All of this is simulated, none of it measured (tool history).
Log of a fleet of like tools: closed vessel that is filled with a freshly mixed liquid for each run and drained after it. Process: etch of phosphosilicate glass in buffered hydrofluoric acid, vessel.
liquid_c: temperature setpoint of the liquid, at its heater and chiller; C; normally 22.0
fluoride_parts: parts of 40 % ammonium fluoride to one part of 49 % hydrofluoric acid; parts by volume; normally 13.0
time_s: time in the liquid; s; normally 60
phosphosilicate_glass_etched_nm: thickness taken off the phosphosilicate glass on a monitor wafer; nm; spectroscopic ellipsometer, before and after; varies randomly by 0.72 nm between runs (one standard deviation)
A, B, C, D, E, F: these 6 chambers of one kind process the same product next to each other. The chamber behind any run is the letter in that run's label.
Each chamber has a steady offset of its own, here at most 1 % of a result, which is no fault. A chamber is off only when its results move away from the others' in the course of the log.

run,hour,liquid_c,fluoride_parts,time_s,hours since the thermometer was replaced,hours since the hydrofluoric acid flow meter was replaced,"read-back film thickness of the phosphosilicate glass reference wafer, read on the same gauge (nm)",phosphosilicate_glass_etched_nm
1A,10.4,22.0,13.0,60,525.4,245.5,120.00,226.770
2E,21.4,22.0,13.0,60,945.5,508.8,120.01,226.430
3C,32.5,22.0,13.0,60,933.3,1229.8,120.02,227.860
4F,40.6,22.0,13.0,60,1155.7,763.7,119.99,227.410
# hour 43.0: chamber E: hydrofluoric acid flow meter replaced
5D,47.9,17.5,13.0,30,300.7,85.9,120.01,88.450
6B,55.5,17.5,13.0,30,723.7,271.9,119.99,87.804
7E,67.2,17.5,13.0,30,991.3,24.3,119.97,88.681
# hour 68.2: chamber F: hydrofluoric acid flow meter replaced
8C,72.4,17.5,13.0,30,973.2,1269.7,120.00,88.543
9B,81.8,17.5,13.0,30,750.0,298.2,120.00,87.330
10D,92.5,17.5,13.0,30,345.3,130.5,120.00,88.485
11A,99.0,26.0,13.0,60,614.0,334.1,120.01,285.450
12F,104.3,26.0,13.0,60,1219.4,36.1,120.02,283.570
13E,115.6,26.0,13.0,60,1039.7,72.7,119.99,281.730
# hour 120.1: chamber B: thermometer replaced
14F,125.1,26.0,13.0,60,1240.2,56.9,120.03,284.510
15D,134.4,26.0,13.0,60,387.2,172.4,119.99,281.140
16A,140.7,26.0,13.0,60,655.7,375.8,120.01,284.530
17B,146.4,24.5,16.0,60,26.4,362.8,120.01,211.390
18C,152.0,24.5,16.0,60,1052.8,1349.3,120.00,212.090
19C,160.5,24.5,16.0,60,1061.3,1357.8,120.02,211.790
20D,172.4,24.5,16.0,60,425.2,210.4,120.02,212.510
21A,184.1,24.5,16.0,60,699.1,419.2,120.00,213.810
22F,192.5,24.5,16.0,60,1307.6,124.3,120.00,212.690
23B,201.9,22.0,13.0,60,81.9,418.3,120.00,227.060
24E,212.8,22.0,15.5,60,1136.9,169.9,119.99,191.920
25D,223.3,22.0,15.5,60,476.1,261.3,119.99,190.520
26B,233.1,22.0,15.5,60,113.1,449.5,120.00,189.950
27C,243.9,22.0,15.5,60,1144.7,1441.2,120.00,190.560
28E,254.0,22.0,15.5,60,1178.1,211.1,120.01,190.910
29A,265.9,22.0,15.5,60,780.9,501.0,120.00,192.930
30F,273.2,22.0,13.0,60,1388.3,205.0,120.00,227.020
31A,278.7,25.5,8.5,60,793.7,513.8,120.00,411.100
32B,288.6,25.5,8.5,60,168.6,505.0,120.00,404.690
33E,294.7,25.5,8.5,60,1218.8,251.8,119.99,403.650
34C,300.1,25.5,8.5,60,1200.9,1497.4,120.02,405.480
# hour 306.8: chamber B: hydrofluoric acid flow meter replaced
# hour 309.2: chamber D: thermometer replaced
35D,311.7,25.5,8.5,60,2.5,349.7,120.00,402.920
36F,321.0,25.5,8.5,60,1436.1,252.8,120.00,406.000
37D,329.3,22.0,13.0,60,20.1,367.3,119.95,227.150
38A,340.2,22.0,13.0,60,855.2,575.3,119.99,227.900
39B,351.9,22.0,13.0,60,231.9,45.2,120.01,225.810
40E,363.9,22.0,13.0,60,1288.0,321.0,120.01,228.460

One chamber off, gauge drift, or nothing amiss beyond the chambers' own small offsets? If it is a chamber, which one, and what is the likeliest cause?

No chamber is off and the gauge is stable; the differences are just each chamber's small, constant offset.
